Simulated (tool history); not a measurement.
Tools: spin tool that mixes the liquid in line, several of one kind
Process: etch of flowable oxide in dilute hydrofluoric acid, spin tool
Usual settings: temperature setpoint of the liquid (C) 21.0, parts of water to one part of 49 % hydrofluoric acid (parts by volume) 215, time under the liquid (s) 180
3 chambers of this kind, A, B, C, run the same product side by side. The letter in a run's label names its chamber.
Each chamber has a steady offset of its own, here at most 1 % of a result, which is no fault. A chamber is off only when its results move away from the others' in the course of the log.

| run | day | temperature setpoint of the liquid (C) | parts of water to one part of 49 % hydrofluoric acid (parts by volume) | time under the liquid (s) | hours since the thermometer was replaced | hours since the hydrofluoric acid flow meter was replaced | read-back film thickness of the flowable oxide reference wafer, read on the same gauge (nm) | thickness taken off the flowable oxide on a monitor wafer (angstrom) |
|---|---|---|---|---|---|---|---|---|
| 1A | 0.112 | 21.0 | 215 | 180 | 2283.6 | 698.2 | 140.01 | 330.71 |
| 2C | 0.304 | 21.0 | 215 | 180 | 367.1 | 636.2 | 140.02 | 328.73 |
| 3B | 0.412 | 21.0 | 215 | 180 | 553.2 | 281.6 | 140.03 | 324.38 |
| 4C | 0.538 | 21.0 | 215 | 180 | 372.7 | 641.8 | 139.95 | 325.43 |
| 5B | 0.679 | 21.0 | 215 | 180 | 559.6 | 288.0 | 139.97 | 325.58 |
| 6A | 0.792 | 22.5 | 215 | 180 | 2299.9 | 714.5 | 139.97 | 344.48 |
| 7A | 0.975 | 22.5 | 215 | 180 | 2304.3 | 718.9 | 140.01 | 345.03 |
| 8C | 1.112 | 22.5 | 215 | 180 | 386.5 | 655.6 | 139.98 | 344.35 |
| 9B | 1.279 | 24.0 | 215 | 255 | 574.0 | 302.4 | 139.96 | 510.60 |
| 10B | 1.438 | 24.0 | 215 | 255 | 577.8 | 306.2 | 139.95 | 514.08 |
| 11A | 1.558 | 24.0 | 215 | 255 | 2318.3 | 732.9 | 140.03 | 528.44 |
|  | 1.571 | chamber B: thermometer replaced |
| 12C | 1.654 | 21.0 | 215 | 180 | 399.5 | 668.6 | 140.04 | 325.08 |
| 13B | 1.783 | 21.0 | 215 | 180 | 5.2 | 314.5 | 140.02 | 327.52 |
| 14C | 1.975 | 21.0 | 215 | 180 | 407.2 | 676.3 | 140.01 | 325.56 |
| 15A | 2.112 | 21.0 | 215 | 180 | 2331.6 | 746.2 | 140.01 | 330.42 |
| 16C | 2.238 | 21.0 | 215 | 180 | 413.5 | 682.6 | 139.97 | 324.59 |
| 17B | 2.392 | 21.0 | 215 | 180 | 19.8 | 329.1 | 139.99 | 326.40 |
| 18A | 2.567 | 17.0 | 215 | 180 | 2342.5 | 757.1 | 139.99 | 273.02 |
| 19A | 2.662 | 17.0 | 215 | 180 | 2344.8 | 759.4 | 140.02 | 270.04 |
| 20B | 2.850 | 17.0 | 215 | 180 | 30.8 | 340.1 | 140.00 | 274.78 |
| 21C | 2.996 | 21.0 | 215 | 180 | 431.7 | 700.8 | 139.98 | 330.59 |
| 22A | 3.175 | 21.0 | 215 | 180 | 2357.1 | 771.7 | 140.02 | 306.25 |
| 23B | 3.304 | 21.0 | 215 | 180 | 41.7 | 351.0 | 140.03 | 325.99 |
| 24C | 3.404 | 21.0 | 215 | 180 | 441.5 | 710.6 | 140.00 | 325.79 |
| 25C | 3.542 | 21.0 | 215 | 180 | 444.8 | 713.9 | 140.01 | 325.58 |
| 26B | 3.633 | 21.0 | 215 | 255 | 49.6 | 358.9 | 140.02 | 462.58 |
| 27A | 3.812 | 21.0 | 215 | 255 | 2372.4 | 787.0 | 140.03 | 420.17 |
| 28A | 4.004 | 21.0 | 215 | 255 | 2377.0 | 791.6 | 139.98 | 416.15 |
| 29B | 4.175 | 21.0 | 215 | 180 | 62.6 | 371.9 | 140.00 | 324.07 |

Is one chamber off against the others, does the gauge drift, or is nothing wrong? If a chamber is off, say which, and what the likeliest cause is.

Chamber A drifts away from the others.
Cause: hydrofluoric acid flow below the setpoint (%) = 9.12.
The log may not tell that from: liquid colder than its thermometer reads (K).

Here are 4 candidates for chamber A's next run, each the usual settings with a change, their results left as question marks. Which one brings its results back in line with what the others give on the usual settings?
In line means no further than this from the other chambers' mean on the usual settings: thickness taken off the flowable oxide on a monitor wafer (angstrom) 10.00
| 30A-1 | 4.317 | 21.0 | 235 | 165 |  |  |  | ? |
| 30A-2 | 4.317 | 21.5 | 185 | 180 |  |  |  | ? |
| 30A-3 | 4.317 | 21.0 | 225 | 170 |  |  |  | ? |
| 30A-4 | 4.317 | 24.0 | 215 | 180 |  |  |  | ? |

The other chambers' mean on the usual settings: thickness taken off the flowable oxide on a monitor wafer (angstrom) 325.51
| run | thickness taken off the flowable oxide on a monitor wafer (angstrom) |
|---|---|
| 30A-1 | 242.64 |
| 30A-2 | 359.98 |
| 30A-3 | 263.67 |
| 30A-4 | 329.71 |
30A-4 brings the chamber back in line.
